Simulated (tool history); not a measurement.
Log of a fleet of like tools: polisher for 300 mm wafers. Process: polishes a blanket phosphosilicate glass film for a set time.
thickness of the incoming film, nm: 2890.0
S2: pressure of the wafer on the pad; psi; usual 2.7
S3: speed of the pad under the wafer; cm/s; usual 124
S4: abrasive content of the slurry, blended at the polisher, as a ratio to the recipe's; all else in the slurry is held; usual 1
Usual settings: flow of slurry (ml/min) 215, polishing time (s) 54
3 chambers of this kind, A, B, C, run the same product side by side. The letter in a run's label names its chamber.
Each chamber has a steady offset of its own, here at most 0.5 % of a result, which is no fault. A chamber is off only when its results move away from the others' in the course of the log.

At hour 0.4: chamber C: head pressure recalibrated.
At hour 1.7: chamber B: worn pad replaced by a new one.
Run 1A, hour 8.1: usual settings. Result: film removed (nm) 504.66.
Run 2C, hour 16.5: usual settings. Result: film removed (nm) 501.69.
Run 3B, hour 29: usual settings. Result: film removed (nm) 496.01.
Run 4C, hour 41.7: usual settings. Result: film removed (nm) 511.5.
At hour 42.7: chamber C: worn pad replaced by a new one.
Run 5B, hour 53.5: usual settings. Result: film removed (nm) 504.96.
Run 6A, hour 62.3: usual settings. Result: film removed (nm) 510.36.
Run 7C, hour 74.1: usual settings but S3 106 cm/s, S4 1.15. Result: film removed (nm) 476.98.
Run 8B, hour 79.8: usual settings but S3 106 cm/s, S4 1.15. Result: film removed (nm) 474.3.
Run 9A, hour 85.7: usual settings but S3 106 cm/s, S4 1.15. Result: film removed (nm) 465.04.
Run 10B, hour 96.1: usual settings. Result: film removed (nm) 501.27.
At hour 97.5: chamber B: worn pad replaced by a new one.
At hour 99.1: chamber A: slurry blender recalibrated.
Run 11C, hour 106: usual settings. Result: film removed (nm) 508.91.
At hour 112.4: chamber C: worn pad replaced by a new one.
Run 12A, hour 113.3: usual settings. Result: film removed (nm) 504.41.
Run 13A, hour 123.5: usual settings. Result: film removed (nm) 499.79.
At hour 133.2: chamber C: slurry blender recalibrated.
Run 14C, hour 134.4: usual settings. Result: film removed (nm) 513.21.
At hour 138.9: chamber C: conditioning disc replaced and pad reconditioned.
Run 15B, hour 141.4: usual settings. Result: film removed (nm) 507.79.
Run 16C, hour 147.2: usual settings. Result: film removed (nm) 504.18.
At hour 151.6: chamber A: conditioning disc replaced and pad reconditioned.
Run 17A, hour 157.8: usual settings. Result: film removed (nm) 483.8.
Run 18B, hour 167.2: usual settings. Result: film removed (nm) 496.04.
At hour 173.3: chamber C: worn pad replaced by a new one.
Run 19A, hour 175: usual settings but S4 1.2. Result: film removed (nm) 532.16.
Run 20B, hour 185.3: usual settings but S4 1.2. Result: film removed (nm) 546.07.
Run 21C, hour 192.8: usual settings but S4 1.2. Result: film removed (nm) 563.75.
At hour 194.3: chamber B: worn pad replaced by a new one.
Run 22C, hour 200.8: usual settings. Result: film removed (nm) 514.76.
At hour 202.1: chamber B: head pressure recalibrated.
Run 23A, hour 212.9: usual settings. Result: film removed (nm) 473.66.
Run 24B, hour 220.1: usual settings. Result: film removed (nm) 495.47.
At hour 227.1: chamber A: slurry nozzle cleaned.
Run 25A, hour 229.9: usual settings. Result: film removed (nm) 482.1.
At hour 234.9: chamber C: worn pad replaced by a new one.
Run 26C, hour 236.2: usual settings. Result: film removed (nm) 511.59.
Run 27B, hour 245.6: usual settings. Result: film removed (nm) 500.93.
Run 28C, hour 251.8: usual settings but S4 0.75, polishing time (s) 68. Result: film removed (nm) 565.21.
Run 29A, hour 260.1: usual settings but S4 0.75, polishing time (s) 68. Result: film removed (nm) 523.39.
Run 30B, hour 267: usual settings but S4 0.75, polishing time (s) 68. Result: film removed (nm) 545.74.

All 3 chambers run these settings next. Forecast each chamber's results:
Run 31A, hour 276.1: usual settings. Result: film removed (nm) ?.
Run 31B, hour 276.1: usual settings. Result: film removed (nm) ?.
Run 31C, hour 276.1: usual settings. Result: film removed (nm) ?.

run  film removed (nm)
31A             472.92
31B             498.92
31C             519.17
